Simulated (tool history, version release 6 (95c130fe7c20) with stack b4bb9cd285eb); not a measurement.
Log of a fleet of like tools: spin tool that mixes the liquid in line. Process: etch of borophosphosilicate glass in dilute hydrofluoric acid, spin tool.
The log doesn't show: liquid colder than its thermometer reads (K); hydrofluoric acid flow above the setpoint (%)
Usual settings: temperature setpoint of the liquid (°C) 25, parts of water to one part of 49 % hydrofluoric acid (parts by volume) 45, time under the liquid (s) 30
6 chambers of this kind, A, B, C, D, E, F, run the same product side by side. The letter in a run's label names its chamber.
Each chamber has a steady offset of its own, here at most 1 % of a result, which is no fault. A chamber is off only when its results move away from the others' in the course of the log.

run,day,temperature setpoint of the liquid (°C),parts of water to one part of 49 % hydrofluoric acid (parts by volume),time under the liquid (s),hours since the thermometer was replaced,hours since the hydrofluoric acid flow meter was replaced,"read-back film thickness of the borophosphosilicate glass reference wafer, read on the same gauge (nm)",thickness taken off the borophosphosilicate glass on a monitor wafer (nm)
1D,0.238,25,45,30,2823.5,561.8,150,42.987
# day 0.467: chamber B: thermometer replaced
2B,0.558,25,45,30,2.2,339.1,149.98,43.579
3E,0.95,25,45,30,397.2,52.5,150.03,43.407
4A,1.358,25,45,30,325.5,85.3,150,43.395
5F,1.771,25,45,30,811.5,1339.6,149.97,43.252
6C,2.071,25,45,30,187.5,1195.6,149.99,43.836
7C,2.529,25,45,30,198.5,1206.6,149.99,43.536
8B,2.946,25,45,30,59.5,396.4,150.01,43.371
9E,3.225,25,45,15,451.8,107.1,149.98,21.825
10D,3.583,25,45,15,2903.8,642.1,150,21.714
11F,4.029,25,45,15,865.7,1393.8,150.01,21.581
12A,4.238,25,45,15,394.6,154.4,150.02,21.822
13C,4.579,25,45,15,247.7,1255.8,150.03,22.404
14D,5.029,25,45,15,2938.5,676.8,149.98,21.455
15F,5.312,25,45,30,896.5,1424.6,150.02,43.347
16E,5.762,25,45,30,512.7,168,150.03,43.97
17A,6.15,25,45,30,440.5,200.3,149.97,43.634
18B,6.412,25,45,30,142.7,479.6,149.97,43.95
19B,6.783,25,45,30,151.6,488.5,149.98,43.786
20D,7.229,25,45,30,2991.3,729.6,150,43.086
21F,7.45,25,45,30,947.8,1475.9,149.99,43.65
22C,7.817,25,45,30,325.4,1333.5,150.01,46.482
23A,8.146,25,45,30,488.4,248.2,150.03,44.156
24E,8.5,25,45,30,578.4,233.7,150.01,43.264
25E,8.704,22.5,55,30,583.3,238.6,150.03,31.698
26B,8.925,22.5,55,30,203,539.9,150.01,31.517
27D,9.367,22.5,55,30,3042.6,780.9,150,31.42
28F,9.696,22.5,55,30,1001.7,1529.8,150.01,31.799
29A,10.154,22.5,55,30,536.6,296.4,149.99,32.049
30C,10.521,22.5,55,30,390.3,1398.4,149.99,34.608
31A,10.783,25,45,30,551.7,311.5,150.04,43.461
32C,11.025,25,45,30,402.4,1410.5,149.98,47.203
33F,11.362,25,45,30,1041.7,1569.8,150,43.688
34D,11.792,25,45,30,3100.8,839.1,149.97,43.141
35B,11.996,25,45,30,276.7,613.6,149.99,43.99
36E,12.421,25,45,30,672.5,327.8,150,43.218
37E,12.708,25,45,30,679.4,334.7,149.99,44.144
38A,13.038,22,60,30,605.8,365.6,149.99,28.22

All 6 chambers run these settings next. Forecast each chamber's results:
39A,13.362,30,45,30,,,,?
39B,13.362,30,45,30,,,,?
39C,13.362,30,45,30,,,,?
39D,13.362,30,45,30,,,,?
39E,13.362,30,45,30,,,,?
39F,13.362,30,45,30,,,,?

run,thickness taken off the borophosphosilicate glass on a monitor wafer (nm)
39A,52.722
39B,52.663
39C,59.153
39D,52.592
39E,52.999
39F,52.737

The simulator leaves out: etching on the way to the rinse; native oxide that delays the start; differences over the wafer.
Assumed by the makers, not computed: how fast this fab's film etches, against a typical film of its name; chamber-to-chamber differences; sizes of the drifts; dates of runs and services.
